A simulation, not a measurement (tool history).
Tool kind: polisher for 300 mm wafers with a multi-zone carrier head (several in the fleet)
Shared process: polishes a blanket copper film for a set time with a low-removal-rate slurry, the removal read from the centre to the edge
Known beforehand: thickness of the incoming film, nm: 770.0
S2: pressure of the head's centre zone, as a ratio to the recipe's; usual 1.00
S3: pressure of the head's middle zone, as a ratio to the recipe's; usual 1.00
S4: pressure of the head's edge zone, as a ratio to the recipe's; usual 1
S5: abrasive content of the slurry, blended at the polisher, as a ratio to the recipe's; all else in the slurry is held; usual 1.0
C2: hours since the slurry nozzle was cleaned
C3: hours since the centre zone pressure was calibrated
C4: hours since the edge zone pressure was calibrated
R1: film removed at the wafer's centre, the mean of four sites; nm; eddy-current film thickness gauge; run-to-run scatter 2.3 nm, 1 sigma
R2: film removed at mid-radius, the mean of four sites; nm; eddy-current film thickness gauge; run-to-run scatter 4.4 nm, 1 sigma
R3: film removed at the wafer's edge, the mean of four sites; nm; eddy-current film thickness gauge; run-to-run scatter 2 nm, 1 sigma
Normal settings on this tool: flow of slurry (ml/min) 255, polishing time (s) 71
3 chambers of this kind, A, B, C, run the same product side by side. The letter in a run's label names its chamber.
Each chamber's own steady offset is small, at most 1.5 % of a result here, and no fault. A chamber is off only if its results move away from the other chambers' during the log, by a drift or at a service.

{"run": "1B", "hour": 5.8, "flow of slurry (ml/min)": 255, "S2": 1.0, "S3": 1.0, "S4": 1, "S5": 1.0, "polishing time (s)": 71, "wafers polished on this pad": 691, "C2": 355.9, "C3": 261.6, "C4": 365.8, "R1": 309.26, "R2": 311.34, "R3": 306.1}
{"run": "2A", "hour": 17.1, "flow of slurry (ml/min)": 255, "S2": 1.0, "S3": 1.0, "S4": 1, "S5": 1.0, "polishing time (s)": 71, "wafers polished on this pad": 725, "C2": 185.0, "C3": 1019.5, "C4": 64.4, "R1": 309.48, "R2": 311.39, "R3": 307.69}
{"run": "3C", "hour": 27.3, "flow of slurry (ml/min)": 255, "S2": 1.0, "S3": 1.0, "S4": 1, "S5": 1.0, "polishing time (s)": 71, "wafers polished on this pad": 426, "C2": 35.1, "C3": 528.9, "C4": 157.1, "R1": 302.75, "R2": 301.59, "R3": 311.47}
{"run": "4A", "hour": 36.7, "flow of slurry (ml/min)": 255, "S2": 1.0, "S3": 1.0, "S4": 1, "S5": 1.0, "polishing time (s)": 71, "wafers polished on this pad": 870, "C2": 204.6, "C3": 1039.1, "C4": 84.0, "R1": 303.25, "R2": 305.3, "R3": 307.44}
{"run": "5C", "hour": 46.6, "flow of slurry (ml/min)": 255, "S2": 1.0, "S3": 1.0, "S4": 1, "S5": 1.0, "polishing time (s)": 71, "wafers polished on this pad": 570, "C2": 54.4, "C3": 548.2, "C4": 176.4, "R1": 306.72, "R2": 308.04, "R3": 308.09}
{"hour": 51.8, "done": "chamber A: worn pad replaced by a new one"}
{"run": "6B", "hour": 52.9, "flow of slurry (ml/min)": 255, "S2": 1.0, "S3": 1.0, "S4": 1, "S5": 1.0, "polishing time (s)": 71, "wafers polished on this pad": 1041, "C2": 403.0, "C3": 308.7, "C4": 412.9, "R1": 317.31, "R2": 306.66, "R3": 309.72}
{"run": "7A", "hour": 58.8, "flow of slurry (ml/min)": 255, "S2": 1.0, "S3": 1.0, "S4": 1, "S5": 1.0, "polishing time (s)": 71, "wafers polished on this pad": 52, "C2": 226.7, "C3": 1061.2, "C4": 106.1, "R1": 301.16, "R2": 303.58, "R3": 305.01}
{"run": "8C", "hour": 64.5, "flow of slurry (ml/min)": 255, "S2": 1.0, "S3": 1.0, "S4": 1, "S5": 1.0, "polishing time (s)": 71, "wafers polished on this pad": 703, "C2": 72.3, "C3": 566.1, "C4": 194.3, "R1": 306.98, "R2": 310.07, "R3": 310.17}
{"run": "9B", "hour": 71.3, "flow of slurry (ml/min)": 255, "S2": 1.0, "S3": 1.0, "S4": 1, "S5": 1.0, "polishing time (s)": 71, "wafers polished on this pad": 1178, "C2": 421.4, "C3": 327.1, "C4": 431.3, "R1": 309.6, "R2": 308.4, "R3": 310.08}
{"run": "10B", "hour": 82.4, "flow of slurry (ml/min)": 255, "S2": 1.0, "S3": 1.0, "S4": 1, "S5": 1.0, "polishing time (s)": 71, "wafers polished on this pad": 1260, "C2": 432.5, "C3": 338.2, "C4": 442.4, "R1": 307.73, "R2": 314.23, "R3": 306.91}
{"run": "11C", "hour": 93.8, "flow of slurry (ml/min)": 255, "S2": 1.0, "S3": 1.0, "S4": 1, "S5": 1.0, "polishing time (s)": 71, "wafers polished on this pad": 920, "C2": 101.6, "C3": 595.4, "C4": 223.6, "R1": 308.01, "R2": 300.84, "R3": 310.97}
{"run": "12A", "hour": 99.7, "flow of slurry (ml/min)": 255, "S2": 1.0, "S3": 1.0, "S4": 1, "S5": 1.0, "polishing time (s)": 71, "wafers polished on this pad": 356, "C2": 267.6, "C3": 1102.1, "C4": 147.0, "R1": 299.86, "R2": 296.98, "R3": 301.38}
{"run": "13C", "hour": 105.0, "flow of slurry (ml/min)": 255, "S2": 1.0, "S3": 1.0, "S4": 1, "S5": 1.0, "polishing time (s)": 71, "wafers polished on this pad": 1004, "C2": 112.8, "C3": 606.6, "C4": 234.8, "R1": 306.92, "R2": 302.06, "R3": 310.94}
{"hour": 108.1, "done": "chamber B: worn pad replaced by a new one"}
{"run": "14A", "hour": 114.3, "flow of slurry (ml/min)": 255, "S2": 0.9, "S3": 1.0, "S4": 1, "S5": 0.8, "polishing time (s)": 71, "wafers polished on this pad": 464, "C2": 282.2, "C3": 1116.7, "C4": 161.6, "R1": 253.61, "R2": 283.09, "R3": 288.16}
{"run": "15B", "hour": 122.7, "flow of slurry (ml/min)": 255, "S2": 0.9, "S3": 1.0, "S4": 1, "S5": 0.8, "polishing time (s)": 71, "wafers polished on this pad": 109, "C2": 472.8, "C3": 378.5, "C4": 482.7, "R1": 264.16, "R2": 292.66, "R3": 301.11}
{"run": "16C", "hour": 133.6, "flow of slurry (ml/min)": 255, "S2": 0.9, "S3": 1.0, "S4": 1, "S5": 0.8, "polishing time (s)": 71, "wafers polished on this pad": 1216, "C2": 141.4, "C3": 635.2, "C4": 263.4, "R1": 258.71, "R2": 296.77, "R3": 295.88}
{"run": "17A", "hour": 139.3, "flow of slurry (ml/min)": 255, "S2": 1.0, "S3": 1.0, "S4": 1, "S5": 1.0, "polishing time (s)": 71, "wafers polished on this pad": 650, "C2": 307.2, "C3": 1141.7, "C4": 186.6, "R1": 296.8, "R2": 290.16, "R3": 298.86}
{"run": "18B", "hour": 150.8, "flow of slurry (ml/min)": 255, "S2": 1.0, "S3": 1.0, "S4": 1, "S5": 1.0, "polishing time (s)": 71, "wafers polished on this pad": 317, "C2": 500.9, "C3": 406.6, "C4": 510.8, "R1": 313.52, "R2": 309.54, "R3": 309.32}
{"run": "19A", "hour": 155.9, "flow of slurry (ml/min)": 255, "S2": 1.0, "S3": 1.0, "S4": 1, "S5": 1.0, "polishing time (s)": 71, "wafers polished on this pad": 773, "C2": 323.8, "C3": 1158.3, "C4": 203.2, "R1": 293.0, "R2": 300.84, "R3": 299.92}
{"run": "20C", "hour": 161.8, "flow of slurry (ml/min)": 255, "S2": 0.89, "S3": 1.0, "S4": 1, "S5": 1.0, "polishing time (s)": 71, "wafers polished on this pad": 1426, "C2": 169.6, "C3": 663.4, "C4": 291.6, "R1": 273.55, "R2": 305.47, "R3": 311.42}
{"run": "21B", "hour": 173.2, "flow of slurry (ml/min)": 255, "S2": 0.89, "S3": 1.0, "S4": 1, "S5": 1.0, "polishing time (s)": 71, "wafers polished on this pad": 484, "C2": 523.3, "C3": 429.0, "C4": 533.2, "R1": 275.36, "R2": 313.39, "R3": 310.54}
{"run": "22A", "hour": 180.4, "flow of slurry (ml/min)": 255, "S2": 0.89, "S3": 1.0, "S4": 1, "S5": 1.0, "polishing time (s)": 71, "wafers polished on this pad": 955, "C2": 348.3, "C3": 1182.8, "C4": 227.7, "R1": 252.96, "R2": 295.76, "R3": 294.28}

One chamber off, gauge drift, or nothing amiss beyond the chambers' own small offsets? If it is a chamber, which one, and what is the likeliest cause?

Little by little, chamber A moves away from the other chambers.
Cause: slurry flow missing at the pad, % = 31.7.

Here are 4 candidates for chamber A's next run, each the usual settings with a change, their results left as question marks. Which one brings its results back in line with what the others give on the usual settings?
In line here means within this much of the mean the other chambers give on the usual settings: R1 8.20 nm; R2 15.00 nm; R3 7.20 nm
{"run": "23A-1", "hour": 188.8, "flow of slurry (ml/min)": 255, "S2": 1.0, "S3": 1.0, "S4": 1, "S5": 1.0, "polishing time (s)": 70, "R1": "?", "R2": "?", "R3": "?"}
{"run": "23A-2", "hour": 188.8, "flow of slurry (ml/min)": 255, "S2": 1.0, "S3": 1.0, "S4": 1, "S5": 1.0, "polishing time (s)": 72, "R1": "?", "R2": "?", "R3": "?"}
{"run": "23A-3", "hour": 188.8, "flow of slurry (ml/min)": 250, "S2": 0.98, "S3": 1.0, "S4": 1, "S5": 1.0, "polishing time (s)": 68, "R1": "?", "R2": "?", "R3": "?"}
{"run": "23A-4", "hour": 188.8, "flow of slurry (ml/min)": 260, "S2": 1.02, "S3": 1.0, "S4": 1, "S5": 1.0, "polishing time (s)": 74, "R1": "?", "R2": "?", "R3": "?"}

Mean of the other chambers on the usual settings: R1 309.58 nm; R2 307.88 nm; R3 309.96 nm
run=23A-1 R1=285.97 R2=288.10 R3=291.22
run=23A-2 R1=294.14 R2=296.33 R3=299.55
run=23A-3 R1=270.78 R2=279.01 R3=282.25
run=23A-4 R1=309.96 R2=305.47 R3=308.56
With 23A-4, the chamber falls back in line with the rest.
